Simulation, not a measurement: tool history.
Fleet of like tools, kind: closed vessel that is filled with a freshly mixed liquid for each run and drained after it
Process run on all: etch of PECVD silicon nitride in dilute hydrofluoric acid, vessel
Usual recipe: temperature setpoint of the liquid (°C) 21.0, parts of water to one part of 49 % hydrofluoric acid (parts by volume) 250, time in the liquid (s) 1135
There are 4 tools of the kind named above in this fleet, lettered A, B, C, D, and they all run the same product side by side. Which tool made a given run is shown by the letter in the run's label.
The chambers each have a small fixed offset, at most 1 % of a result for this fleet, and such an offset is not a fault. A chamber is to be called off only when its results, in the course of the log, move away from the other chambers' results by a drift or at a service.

run	day	temperature setpoint of the liquid (°C)	parts of water to one part of 49 % hydrofluoric acid (parts by volume)	time in the liquid (s)	hours since the thermometer was replaced	hours since the hydrofluoric acid flow meter was replaced	read-back film thickness of the PECVD silicon nitride reference wafer, read on the same gauge (nm)	thickness taken off the PECVD silicon nitride on a monitor wafer (Å)
1D	0.238	21.0	250	1135	182.3	1130.1	90.001	219.10
2A	0.408	21.0	250	1135	459.1	707.3	89.963	215.74
3B	0.596	21.0	250	1135	267.0	1282.8	90.031	213.22
4C	0.846	21.0	250	1135	1378.3	82.7	89.952	213.19
5C	1.012	21.0	250	1135	1382.3	86.7	90.011	215.23
6D	1.329	24.0	250	600	208.5	1156.3	90.014	139.25
7B	1.600	24.0	250	600	291.1	1306.9	90.024	137.99
8A	1.942	24.0	250	600	495.9	744.1	90.061	137.88
9B	2.267	24.0	250	600	307.1	1322.9	90.005	136.93
10C	2.483	21.0	250	1135	1417.6	122.0	90.036	214.59
11A	2.683	21.0	250	1135	513.7	761.9	90.000	214.31
12D	3.033	21.0	250	1135	249.4	1197.2	90.014	215.20
13B	3.362	21.0	250	1135	333.4	1349.2	90.013	214.09
14D	3.688	18.5	170	1135	265.1	1212.9	90.007	267.23
15C	3.858	18.5	170	1135	1450.6	155.0	89.976	264.33
16A	4.142	18.5	170	1135	548.7	796.9	90.010	269.26
17B	4.442	18.5	170	1135	359.3	1375.1	89.981	270.43
18C	4.608	21.0	250	1135	1468.6	173.0	89.989	215.76
19D	4.921	21.0	250	1135	294.7	1242.5	89.951	216.37
20A	5.083	21.0	250	1135	571.3	819.5	90.019	220.08
21D	5.308	21.0	250	1605	304.0	1251.8	89.984	306.73
22C	5.654	21.0	250	1605	1493.7	198.1	89.995	303.62
23A	5.817	21.0	250	1605	588.9	837.1	89.945	311.56
24B	6.129	21.0	250	1605	399.8	1415.6	89.974	302.45
25C	6.317	21.0	250	1135	1509.6	214.0	90.028	215.11
26B	6.517	21.0	250	1135	409.1	1424.9	90.023	214.15
27A	6.850	21.0	250	1135	613.7	861.9	90.035	222.21
28D	7.104	23.5	250	1610	347.1	1294.9	90.028	359.93
29D	7.304	23.5	250	1610	351.9	1299.7	90.016	357.21
30C	7.629	23.5	250	1610	1541.1	245.5	90.044	357.48
31B	7.858	23.5	250	1610	441.3	1457.1	90.002	356.68
32A	8.208	21.0	250	1135	646.3	894.5	90.050	225.87
33D	8.542	21.0	250	1135	381.6	1329.4	90.006	215.91
34A	8.829	25.0	250	1375	661.2	909.4	90.002	356.82
35C	9.112	25.0	250	1375	1576.7	281.1	89.961	329.73

One chamber off, gauge drift, or nothing amiss beyond the chambers' own small offsets? If it is a chamber, which one, and what is the likeliest cause?

Little by little, chamber A moves away from the other chambers.
Most likely cause: hydrofluoric acid flow above the setpoint (%) = 6.35.
The log may not tell that from: liquid hotter than its thermometer reads (K).

Which of the 4 candidates below, each the usual settings with something changed and its results left as question marks, puts chamber A back in line with what the other chambers give on the usual settings?
Counts as in line when no further than this from what the other chambers average on the usual settings: thickness taken off the PECVD silicon nitride on a monitor wafer (Å) 4.10
36A-1	9.367	21.0	235	1135				?
36A-2	9.367	20.5	265	1135				?
36A-3	9.367	21.0	255	1095				?
36A-4	9.367	22.5	250	1135				?

The mean the other chambers reach with the usual settings: thickness taken off the PECVD silicon nitride on a monitor wafer (Å) 215.57
run	thickness taken off the PECVD silicon nitride on a monitor wafer (Å)
36A-1	242.85
36A-2	209.08
36A-3	216.37
36A-4	251.92
36A-3 puts the chamber back in line with the other chambers.

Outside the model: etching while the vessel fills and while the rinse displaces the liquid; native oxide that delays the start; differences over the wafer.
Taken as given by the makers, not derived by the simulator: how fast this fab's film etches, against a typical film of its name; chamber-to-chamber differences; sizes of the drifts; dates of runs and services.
